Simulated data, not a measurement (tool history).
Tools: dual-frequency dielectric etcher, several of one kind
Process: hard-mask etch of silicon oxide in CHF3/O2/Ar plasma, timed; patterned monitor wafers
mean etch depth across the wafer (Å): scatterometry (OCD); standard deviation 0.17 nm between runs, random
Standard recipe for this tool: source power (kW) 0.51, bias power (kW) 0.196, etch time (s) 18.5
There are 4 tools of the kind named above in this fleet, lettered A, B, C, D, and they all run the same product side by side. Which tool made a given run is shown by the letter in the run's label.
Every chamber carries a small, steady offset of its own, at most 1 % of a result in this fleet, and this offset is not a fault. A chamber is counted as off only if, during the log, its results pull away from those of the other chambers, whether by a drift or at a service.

run,hour,source power (kW),bias power (kW),etch time (s),hours since the last wet clean,hours since the last source power generator calibration,hours since the last bias power generator calibration,"read-back reference wafer on the same gauge, depth_nm",mean etch depth across the wafer (Å)
1D,6.9,0.51,0.196,18.5,193.7,118.8,2109.6,38.525,352.74
2A,12.9,0.51,0.196,18.5,259.1,890.5,1911,38.512,353.66
3B,23.9,0.51,0.196,18.5,155.5,2942.8,1036.6,38.491,358.12
4C,32.1,0.51,0.196,18.5,104.4,2876.3,1164.3,38.476,350.83
5B,39.5,0.51,0.196,18.5,171.1,2958.4,1052.2,38.505,355.19
6D,48.9,0.56,0.238,18.5,235.7,160.8,2151.6,38.523,390.15
7C,59.4,0.56,0.238,18.5,131.7,2903.6,1191.6,38.492,395.06
8A,65,0.56,0.238,18.5,311.2,942.6,1963.1,38.522,394.5
9A,75.3,0.56,0.238,18.5,321.5,952.9,1973.4,38.554,392.14
10C,85.8,0.51,0.196,18.5,158.1,2930,1218,38.52,349.83
11D,95.6,0.59,0.196,20.5,282.4,207.5,2198.3,38.525,414.21
12B,106.5,0.59,0.196,20.5,238.1,3025.4,1119.2,38.47,417.62
13C,116.9,0.59,0.196,20.5,189.2,2961.1,1249.1,38.511,415.48
14B,128.7,0.59,0.196,20.5,260.3,3047.6,1141.4,38.506,418.68
15D,140.3,0.51,0.196,18.5,327.1,252.2,2243,38.484,355.05
16A,146.8,0.51,0.196,18.5,393,1024.4,2044.9,38.506,347.48
17C,158.2,0.51,0.196,18.5,230.5,3002.4,1290.4,38.503,351.89
18A,164.2,0.51,0.196,18.5,410.4,1041.8,2062.3,38.534,349.93
19D,170.5,0.51,0.196,18.5,357.3,282.4,2273.2,38.512,353.48
20B,181.5,0.51,0.196,18.5,313.1,3100.4,1194.2,38.497,355.93
21C,191.6,0.51,0.196,18.5,263.9,3035.8,1323.8,38.454,350.85
22D,203.2,0.51,0.196,18.5,390,315.1,2305.9,38.484,353.83
23A,211.6,0.51,0.196,18.5,457.8,1089.2,2109.7,38.535,343.88
24B,222.7,0.59,0.196,18.5,354.3,3141.6,1235.4,38.508,375.89
25A,232.9,0.59,0.196,18.5,479.1,1110.5,2131,38.53,364.4
26D,239.4,0.59,0.196,18.5,426.2,351.3,2342.1,38.486,373.41
27C,245.5,0.59,0.196,18.5,317.8,3089.7,1377.7,38.503,373.79
28B,256.5,0.51,0.196,18.5,388.1,3175.4,1269.2,38.454,356.56
29C,262.7,0.51,0.196,18.5,335,3106.9,1394.9,38.481,350.48
30A,268.1,0.51,0.196,18.5,514.3,1145.7,2166.2,38.482,342.82
31B,273.5,0.51,0.196,18.5,405.1,3192.4,1286.2,38.464,357.79
32D,280.5,0.51,0.196,18.5,467.3,392.4,2383.2,38.537,352.99

Is one chamber out of step, is the gauge drifting, or do the chambers differ by no more than their own small offsets? For an off chamber, give its letter and the likeliest cause.

Chamber A drifts away from the others.
Most likely cause: etch rate under this chamber's usual, % = 3.66.

Here are 4 candidates for chamber A's next run, each the usual settings with a change, their results left as question marks. Which one brings its results back in line with what the others give on the usual settings?
In line here means within this much of the mean the other chambers give on the usual settings: mean etch depth across the wafer (Å) 5.8
33A-1,288.9,0.41,0.196,18.5,,,,,?
33A-2,288.9,0.48,0.186,18.5,,,,,?
33A-3,288.9,0.51,0.218,18.5,,,,,?
33A-4,288.9,0.51,0.196,20,,,,,?

The other chambers' mean on the usual settings: mean etch depth across the wafer (Å) 354.88
run,mean etch depth across the wafer (Å)
33A-1,314.98
33A-2,328
33A-3,354.52
33A-4,369.31
33A-3 is the one that brings the chamber's results back in line with the other chambers.
